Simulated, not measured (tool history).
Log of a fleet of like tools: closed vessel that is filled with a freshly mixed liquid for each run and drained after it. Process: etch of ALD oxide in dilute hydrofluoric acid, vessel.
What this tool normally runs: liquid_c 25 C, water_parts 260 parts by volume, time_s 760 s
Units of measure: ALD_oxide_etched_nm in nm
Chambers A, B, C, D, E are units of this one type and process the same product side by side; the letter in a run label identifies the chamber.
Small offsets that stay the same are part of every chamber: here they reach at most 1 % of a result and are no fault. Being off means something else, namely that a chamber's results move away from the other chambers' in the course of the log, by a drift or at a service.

run    day  liquid_c  water_parts  time_s  hours since the thermometer was replaced  hours since the hydrofluoric acid flow meter was replaced  read-back film thickness of the ALD oxide reference wafer, read on the same gauge (nm)  ALD_oxide_etched_nm
 1E  0.208        25          260     760                                     448.1                                                      218.1                                                                                  29.993               42.415
 2D  0.325        25          260     760                                     477.8                                                      389.1                                                                                  29.993               43.874
 3A  0.450        25          260     760                                     421.1                                                      964.5                                                                                  30.033               42.884
 4B  0.608        25          260     760                                    1161.0                                                      543.5                                                                                  30.007               42.684
 5C  0.804        25          260     760                                     246.7                                                      423.4                                                                                  29.969               43.615
 6D  0.950        25          260     760                                     492.8                                                      404.1                                                                                  29.976               43.321
 7C  1.142        25          260     760                                     254.8                                                      431.5                                                                                  30.023               43.442
 8B  1.338        25          260     760                                    1178.5                                                      561.0                                                                                  30.024               42.388
 9E  1.438        25          260     760                                     477.6                                                      247.6                                                                                  30.012               43.382
10A  1.579        25          260     760                                     448.2                                                      991.6                                                                                  30.015               42.138
11E  1.771        25          260     760                                     485.6                                                      255.6                                                                                  30.005               42.540
12D  1.975        25          260    1080                                     517.4                                                      428.7                                                                                  29.995               60.808
13B  2.175        25          260    1080                                    1198.6                                                      581.1                                                                                  30.001               60.539
14C  2.300        25          260    1080                                     282.6                                                      459.3                                                                                  30.031               62.248
15A  2.442        25          260    1080                                     468.9                                                     1012.3                                                                                  29.998               60.698
16C  2.608        25          260    1080                                     290.0                                                      466.7                                                                                  29.987               61.781
17E  2.775        25          260     760                                     509.7                                                      279.7                                                                                  30.020               42.512
18B  2.971        25          260     760                                    1217.7                                                      600.2                                                                                  30.011               43.014
19A  3.133        25          260     760                                     485.5                                                     1028.9                                                                                  30.019               43.259
20D  3.275        25          260     760                                     548.6                                                      459.9                                                                                  29.967               43.568
21D  3.388        25          260     760                                     551.3                                                      462.6                                                                                  30.006               43.260
22B  3.596        25          260     760                                    1232.7                                                      615.2                                                                                  30.029               42.552
23A  3.754        25          260     760                                     500.4                                                     1043.8                                                                                  30.006               43.389
24C  3.908        25          260     760                                     321.2                                                      497.9                                                                                  30.002               43.791
25E  4.029        25          260     760                                     539.8                                                      309.8                                                                                  29.982               43.328
26D  4.129        25          260     760                                     569.1                                                      480.4                                                                                  30.023               43.033
27B  4.221        25          260     760                                    1247.7                                                      630.2                                                                                  30.011               42.833
28C  4.408        25          260     760                                     333.2                                                      509.9                                                                                  30.029               43.305
29A  4.588        25          260     760                                     520.4                                                     1063.8                                                                                  30.001               44.657
30E  4.754        25          260     965                                     557.2                                                      327.2                                                                                  29.990               54.292
31D  4.933        25          260     965                                     588.4                                                      499.7                                                                                  29.987               55.113
32A  5.046        25          260     965                                     531.4                                                     1074.8                                                                                  30.007               56.428
33B  5.250        25          260     965                                    1272.4                                                      654.9                                                                                  30.033               54.356
34C  5.412        25          260     965                                     357.3                                                      534.0                                                                                  30.020               54.861
35E  5.558        25          260     760                                     576.5                                                      346.5                                                                                  29.982               43.005
36D  5.725        25          260     760                                     607.4                                                      518.7                                                                                  30.008               43.364
37C  5.883        25          260     460                                     368.6                                                      545.3                                                                                  29.997               26.189
38E  6.012        25          260     460                                     587.4                                                      357.4                                                                                  30.011               25.719
39A  6.154        25          260     460                                     558.0                                                     1101.4                                                                                  30.007               27.442
40B  6.317        25          260     460                                    1298.0                                                      680.5                                                                                  30.005               26.046
41D  6.471        25          260     460                                     625.3                                                      536.6                                                                                  29.985               25.967
42A  6.650        23          260     760                                     569.9                                                     1113.3                                                                                  30.006               42.387
43E  6.842        23          260     760                                     607.3                                                      377.3                                                                                  29.989               39.755
44C  7.004        23          260     760                                     395.5                                                      572.2                                                                                  29.989               40.280

What goes on in this fleet: one chamber off, a drifting gauge, or nothing beyond the chambers' own small offsets? Name the chamber and the cause, if any.

It is chamber A that slowly wanders off from its peers.
What lies behind it: hydrofluoric acid flow above the setpoint (%) = 5.82.
The log may not tell that from: liquid hotter than its thermometer reads (K).

Below are 4 candidate recipes for chamber A's next run, each the usual settings with a change, their results shown as question marks. Which of them brings A's results back in line with what the other chambers give on the usual settings?
In-line tolerance around the mean of the other chambers on the usual settings: ALD_oxide_etched_nm 1.100 nm
45A-1  7.154      25.0          255     785                                                                                                                                                                                                                 ?
45A-2  7.154      21.5          260     760                                                                                                                                                                                                                 ?
45A-3  7.154      25.0          260     860                                                                                                                                                                                                                 ?
45A-4  7.154      25.0          275     760                                                                                                                                                                                                                 ?

Mean of the other chambers on the usual settings: ALD_oxide_etched_nm 43.029 nm
  run  ALD_oxide_etched_nm
45A-1               48.319
45A-2               40.295
45A-3               51.667
45A-4               42.552
The answer is 45A-4, which returns the chamber to within the allowed miss of the others.

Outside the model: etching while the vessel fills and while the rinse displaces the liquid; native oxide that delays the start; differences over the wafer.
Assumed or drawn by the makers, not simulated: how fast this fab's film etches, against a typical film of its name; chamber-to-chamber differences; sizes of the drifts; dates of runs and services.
